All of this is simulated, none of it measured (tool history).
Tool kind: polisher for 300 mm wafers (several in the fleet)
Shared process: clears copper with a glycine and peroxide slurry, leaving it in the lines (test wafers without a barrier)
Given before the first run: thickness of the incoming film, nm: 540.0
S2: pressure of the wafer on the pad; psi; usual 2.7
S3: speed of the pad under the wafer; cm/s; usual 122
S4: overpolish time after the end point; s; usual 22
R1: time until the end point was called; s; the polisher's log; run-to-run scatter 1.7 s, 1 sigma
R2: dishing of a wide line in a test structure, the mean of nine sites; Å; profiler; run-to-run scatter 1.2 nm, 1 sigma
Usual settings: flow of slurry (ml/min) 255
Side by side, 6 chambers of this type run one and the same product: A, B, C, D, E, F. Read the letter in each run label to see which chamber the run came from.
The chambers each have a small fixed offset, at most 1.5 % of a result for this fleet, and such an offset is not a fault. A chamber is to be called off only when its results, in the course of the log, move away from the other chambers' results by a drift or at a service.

{"day": 0.321, "done": "chamber D: slurry nozzle cleaned"}
{"run": "1F", "day": 0.346, "flow of slurry (ml/min)": 255, "S2": 2.7, "S3": 122, "S4": 22, "R1": 101.74, "R2": 674.44}
{"run": "2E", "day": 0.604, "flow of slurry (ml/min)": 255, "S2": 2.7, "S3": 122, "S4": 22, "R1": 101.64, "R2": 678.8}
{"day": 0.646, "done": "chamber B: worn pad replaced by a new one"}
{"run": "3D", "day": 0.821, "flow of slurry (ml/min)": 255, "S2": 2.7, "S3": 122, "S4": 22, "R1": 102.38, "R2": 659.43}
{"day": 0.879, "done": "chamber C: slurry nozzle cleaned"}
{"day": 1.212, "done": "chamber E: worn pad replaced by a new one"}
{"run": "4C", "day": 1.217, "flow of slurry (ml/min)": 255, "S2": 2.7, "S3": 122, "S4": 22, "R1": 102.53, "R2": 661.28}
{"run": "5B", "day": 1.638, "flow of slurry (ml/min)": 255, "S2": 2.7, "S3": 122, "S4": 22, "R1": 103.89, "R2": 676.74}
{"run": "6A", "day": 1.958, "flow of slurry (ml/min)": 255, "S2": 2.7, "S3": 122, "S4": 22, "R1": 101.94, "R2": 682.29}
{"day": 2.092, "done": "chamber B: head pressure recalibrated"}
{"run": "7C", "day": 2.254, "flow of slurry (ml/min)": 255, "S2": 2.7, "S3": 122, "S4": 22, "R1": 105.22, "R2": 684.51}
{"day": 2.304, "done": "chamber B: slurry nozzle cleaned"}
{"run": "8E", "day": 2.667, "flow of slurry (ml/min)": 255, "S2": 2.7, "S3": 122, "S4": 22, "R1": 104.35, "R2": 682.22}
{"day": 3.0, "done": "chamber A: worn pad replaced by a new one"}
{"run": "9F", "day": 3.029, "flow of slurry (ml/min)": 255, "S2": 2.7, "S3": 122, "S4": 22, "R1": 104.1, "R2": 667.66}
{"day": 3.133, "done": "chamber C: worn pad replaced by a new one"}
{"run": "10A", "day": 3.283, "flow of slurry (ml/min)": 255, "S2": 2.7, "S3": 122, "S4": 22, "R1": 106.6, "R2": 684.55}
{"run": "11B", "day": 3.675, "flow of slurry (ml/min)": 255, "S2": 2.7, "S3": 122, "S4": 22, "R1": 105.27, "R2": 667.52}
{"run": "12D", "day": 3.983, "flow of slurry (ml/min)": 255, "S2": 2.7, "S3": 122, "S4": 22, "R1": 104.3, "R2": 660.11}
{"day": 4.012, "done": "chamber D: worn pad replaced by a new one"}
{"day": 4.021, "done": "chamber B: worn pad replaced by a new one"}
{"run": "13B", "day": 4.233, "flow of slurry (ml/min)": 255, "S2": 2.7, "S3": 122, "S4": 22, "R1": 105.75, "R2": 656}
{"run": "14A", "day": 4.433, "flow of slurry (ml/min)": 255, "S2": 2.7, "S3": 122, "S4": 22, "R1": 103.8, "R2": 676.29}
{"run": "15C", "day": 4.688, "flow of slurry (ml/min)": 255, "S2": 2.7, "S3": 122, "S4": 22, "R1": 104.48, "R2": 653.4}
{"run": "16E", "day": 5.079, "flow of slurry (ml/min)": 255, "S2": 2.7, "S3": 122, "S4": 22, "R1": 106.27, "R2": 677.26}
{"day": 5.329, "done": "chamber E: worn pad replaced by a new one"}
{"run": "17F", "day": 5.329, "flow of slurry (ml/min)": 255, "S2": 2.7, "S3": 122, "S4": 22, "R1": 104.08, "R2": 672.81}
{"run": "18D", "day": 5.512, "flow of slurry (ml/min)": 255, "S2": 2.7, "S3": 122, "S4": 22, "R1": 101.33, "R2": 673.44}
{"run": "19B", "day": 5.842, "flow of slurry (ml/min)": 255, "S2": 2.7, "S3": 122, "S4": 22, "R1": 103.46, "R2": 663.8}
{"run": "20C", "day": 6.142, "flow of slurry (ml/min)": 340, "S2": 3.2, "S3": 122, "S4": 22, "R1": 87.499, "R2": 722.85}
{"day": 6.292, "done": "chamber C: worn pad replaced by a new one"}
{"run": "21A", "day": 6.508, "flow of slurry (ml/min)": 340, "S2": 3.2, "S3": 122, "S4": 22, "R1": 88.049, "R2": 755.81}
{"run": "22D", "day": 6.771, "flow of slurry (ml/min)": 340, "S2": 3.2, "S3": 122, "S4": 22, "R1": 88.193, "R2": 760.91}
{"day": 6.833, "done": "chamber F: worn pad replaced by a new one"}
{"run": "23F", "day": 7.079, "flow of slurry (ml/min)": 340, "S2": 3.2, "S3": 122, "S4": 22, "R1": 88.127, "R2": 767.18}
{"day": 7.212, "done": "chamber A: slurry nozzle cleaned"}
{"run": "24E", "day": 7.417, "flow of slurry (ml/min)": 340, "S2": 3.2, "S3": 122, "S4": 22, "R1": 86.1, "R2": 731.42}
{"day": 7.538, "done": "chamber B: worn pad replaced by a new one"}
{"run": "25F", "day": 7.775, "flow of slurry (ml/min)": 340, "S2": 3.2, "S3": 122, "S4": 22, "R1": 88.102, "R2": 762.61}
{"run": "26D", "day": 8.046, "flow of slurry (ml/min)": 255, "S2": 2.7, "S3": 122, "S4": 22, "R1": 103.84, "R2": 670.05}
{"run": "27C", "day": 8.467, "flow of slurry (ml/min)": 255, "S2": 2.7, "S3": 122, "S4": 22, "R1": 106.52, "R2": 662.36}
{"run": "28E", "day": 8.662, "flow of slurry (ml/min)": 255, "S2": 3.3, "S3": 98, "S4": 22, "R1": 105.01, "R2": 681.22}
{"run": "29A", "day": 9.046, "flow of slurry (ml/min)": 255, "S2": 3.3, "S3": 98, "S4": 22, "R1": 103.72, "R2": 676.16}
{"day": 9.258, "done": "chamber D: worn pad replaced by a new one"}
{"day": 9.35, "done": "chamber C: worn pad replaced by a new one"}
{"run": "30B", "day": 9.354, "flow of slurry (ml/min)": 255, "S2": 3.3, "S3": 98, "S4": 22, "R1": 104.51, "R2": 690.05}
{"day": 9.433, "done": "chamber A: worn pad replaced by a new one"}
{"run": "31D", "day": 9.742, "flow of slurry (ml/min)": 255, "S2": 3.3, "S3": 98, "S4": 22, "R1": 106.85, "R2": 663.54}
{"day": 9.817, "done": "chamber E: worn pad replaced by a new one"}
{"run": "32B", "day": 9.992, "flow of slurry (ml/min)": 255, "S2": 3.3, "S3": 98, "S4": 22, "R1": 105.62, "R2": 661.71}
{"run": "33F", "day": 10.308, "flow of slurry (ml/min)": 255, "S2": 3.3, "S3": 98, "S4": 22, "R1": 105.37, "R2": 667.21}
{"run": "34A", "day": 10.538, "flow of slurry (ml/min)": 295, "S2": 2, "S3": 122, "S4": 22, "R1": 128.92, "R2": 553.69}
{"run": "35E", "day": 10.9, "flow of slurry (ml/min)": 295, "S2": 2, "S3": 122, "S4": 22, "R1": 131.62, "R2": 557.27}
{"run": "36C", "day": 11.196, "flow of slurry (ml/min)": 295, "S2": 2, "S3": 122, "S4": 22, "R1": 136.68, "R2": 548.42}
{"run": "37B", "day": 11.579, "flow of slurry (ml/min)": 295, "S2": 2, "S3": 122, "S4": 22, "R1": 129.01, "R2": 566.22}
{"run": "38F", "day": 11.904, "flow of slurry (ml/min)": 295, "S2": 2, "S3": 122, "S4": 22, "R1": 129.29, "R2": 570.82}
{"run": "39A", "day": 12.3, "flow of slurry (ml/min)": 295, "S2": 2, "S3": 122, "S4": 22, "R1": 129.77, "R2": 560.09}
{"run": "40E", "day": 12.692, "flow of slurry (ml/min)": 255, "S2": 2.7, "S3": 140, "S4": 11, "R1": 93.115, "R2": 432.26}
{"day": 12.771, "done": "chamber C: worn pad replaced by a new one"}
{"run": "41C", "day": 12.888, "flow of slurry (ml/min)": 255, "S2": 2.7, "S3": 140, "S4": 11, "R1": 94.759, "R2": 440.21}

What goes on in this fleet: one chamber off, a drifting gauge, or nothing beyond the chambers' own small offsets? Name the chamber and the cause, if any.

Beyond each chamber's small constant offset nothing stands out, and the gauge stays steady.
